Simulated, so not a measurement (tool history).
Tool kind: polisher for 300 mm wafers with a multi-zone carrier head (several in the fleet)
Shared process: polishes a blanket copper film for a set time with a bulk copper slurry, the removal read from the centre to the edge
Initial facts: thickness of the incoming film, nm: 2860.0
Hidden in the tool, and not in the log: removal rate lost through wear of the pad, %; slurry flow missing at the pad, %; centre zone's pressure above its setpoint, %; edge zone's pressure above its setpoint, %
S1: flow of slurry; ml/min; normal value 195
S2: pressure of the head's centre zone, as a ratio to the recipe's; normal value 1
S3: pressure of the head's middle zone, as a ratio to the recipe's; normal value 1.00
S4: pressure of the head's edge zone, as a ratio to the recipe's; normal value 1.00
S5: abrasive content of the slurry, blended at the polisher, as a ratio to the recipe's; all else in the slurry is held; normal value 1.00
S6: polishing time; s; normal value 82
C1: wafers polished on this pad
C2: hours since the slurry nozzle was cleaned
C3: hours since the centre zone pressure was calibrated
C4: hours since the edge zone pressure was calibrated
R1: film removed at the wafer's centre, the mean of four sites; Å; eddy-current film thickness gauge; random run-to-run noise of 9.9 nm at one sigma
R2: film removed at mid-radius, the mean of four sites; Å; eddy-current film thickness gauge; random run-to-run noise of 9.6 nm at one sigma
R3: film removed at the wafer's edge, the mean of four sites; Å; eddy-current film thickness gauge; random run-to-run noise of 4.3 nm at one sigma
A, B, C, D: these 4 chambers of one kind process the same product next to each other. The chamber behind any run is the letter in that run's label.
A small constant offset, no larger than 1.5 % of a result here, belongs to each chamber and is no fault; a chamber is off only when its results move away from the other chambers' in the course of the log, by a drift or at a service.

run	day	S1	S2	S3	S4	S5	S6	C1	C2	C3	C4	R1	R2	R3
1B	0.354	195	1	1.00	1.00	1.00	82	272	192.4	998.5	46.0	7134.0	6955.9	7116.0
2D	0.688	195	1	1.00	1.00	1.00	82	446	156.6	153.9	265.2	7173.6	7193.3	7090.8
# day 0.988: chamber A: worn pad replaced by a new one
3C	1.025	195	1	1.00	1.00	1.00	82	782	616.7	93.9	536.2	7164.1	7109.6	7178.5
4A	1.196	195	1	1.00	1.00	1.00	82	45	865.8	1149.3	237.6	7025.9	7214.1	7061.1
5A	1.392	195	1	1.00	1.00	1.00	82	87	870.5	1154.0	242.3	7087.2	7087.8	7009.6
# day 1.483: chamber D: worn pad replaced by a new one
6D	1.600	195	1	1.00	1.00	1.00	82	25	178.5	175.8	287.1	7216.1	6921.0	7145.1
7C	1.775	195	1	1.00	1.00	1.00	67	943	634.7	111.9	554.2	5721.9	5886.5	5828.5
# day 2.017: chamber C: worn pad replaced by a new one
8B	2.079	195	1	1.00	1.00	1.00	67	641	233.8	1039.9	87.4	5735.2	5802.8	5819.3
9A	2.392	195	1	1.00	1.00	1.00	67	301	894.5	1178.0	266.3	5783.1	5810.8	5764.3
# day 2.558: chamber B: slurry nozzle cleaned
10C	2.600	195	1	1.00	1.00	1.00	67	125	654.5	131.7	574.0	5911.7	5773.6	5800.5
11D	2.825	195	1	1.00	1.00	1.00	82	287	207.9	205.2	316.5	7341.2	7212.4	7101.3
12B	3.096	195	1	1.00	1.08	1.00	82	859	12.9	1064.3	111.8	7037.5	7094.2	7439.4
# day 3.208: chamber B: worn pad replaced by a new one
# day 3.254: chamber A: slurry nozzle cleaned
13B	3.325	195	1	1.00	1.08	1.00	82	25	18.4	1069.8	117.3	7133.4	7107.7	7429.1
14A	3.688	195	1	1.00	1.08	1.00	82	579	10.4	1209.1	297.4	7229.9	7061.3	7389.1
15C	3.871	195	1	1.00	1.08	1.00	82	398	685.0	162.2	604.5	7046.7	7037.0	7452.7
# day 3.888: chamber A: worn pad replaced by a new one
16D	4.246	195	1	1.00	1.00	1.00	82	592	242.0	239.3	350.6	7651.0	7038.7	7114.8
17B	4.546	195	1	1.00	1.00	1.00	82	286	47.7	1099.1	146.6	7072.3	7096.5	7113.7
# day 4.779: chamber D: worn pad replaced by a new one
18A	4.917	195	1	1.00	1.00	1.00	82	220	39.9	1238.6	326.9	7143.7	7243.8	7051.2
19D	5.079	195	1	1.00	1.00	1.00	82	64	262.0	259.3	370.6	7692.8	7119.0	7068.0
20C	5.433	195	1	1.00	1.00	1.00	82	732	722.5	199.7	642.0	6966.1	7081.5	7052.2
21A	5.771	195	1	0.96	1.00	0.85	82	403	60.4	1259.1	347.4	6832.4	6562.9	6861.1
22B	5.954	195	1	0.96	1.00	0.85	82	588	81.5	1132.9	180.4	6859.1	6618.1	6845.7
23D	6.283	195	1	0.96	1.00	0.85	82	322	290.9	288.2	399.5	7633.9	6570.2	6841.0
24C	6.633	195	1	0.96	1.00	0.85	82	989	751.3	228.5	670.8	7029.8	6613.4	6838.2

Is one chamber out of step, is the gauge drifting, or do the chambers differ by no more than their own small offsets? For an off chamber, give its letter and the likeliest cause.

Little by little, chamber D moves away from the other chambers.
Most likely cause: centre zone's pressure above its setpoint, % = 10.1.

Below are 4 candidate recipes for chamber D's next run, each the usual settings with a change, their results shown as question marks. Which of them brings D's results back in line with what the other chambers give on the usual settings?
Counts as in line when no further than this from what the other chambers average on the usual settings: R1 350.0 Å; R2 330.0 Å; R3 150.0 Å
25D-1	6.900	190	0.91	1.02	1.03	1.00	81					?	?	?
25D-2	6.900	185	0.84	1.03	1.06	1.00	80					?	?	?
25D-3	6.900	205	1.16	0.97	0.94	1.00	84					?	?	?
25D-4	6.900	200	1.09	0.98	0.97	1.00	83					?	?	?

The other chambers' mean on the usual settings: R1 7108.8 Å; R2 7116.8 Å; R3 7099.8 Å
run	R1	R2	R3
25D-1	7035.0	7132.9	7114.1
25D-2	6329.7	7082.8	7112.0
25D-3	9622.8	7130.1	7099.5
25D-4	8854.8	7090.2	7108.8
With 25D-1, the chamber falls back in line with the rest.

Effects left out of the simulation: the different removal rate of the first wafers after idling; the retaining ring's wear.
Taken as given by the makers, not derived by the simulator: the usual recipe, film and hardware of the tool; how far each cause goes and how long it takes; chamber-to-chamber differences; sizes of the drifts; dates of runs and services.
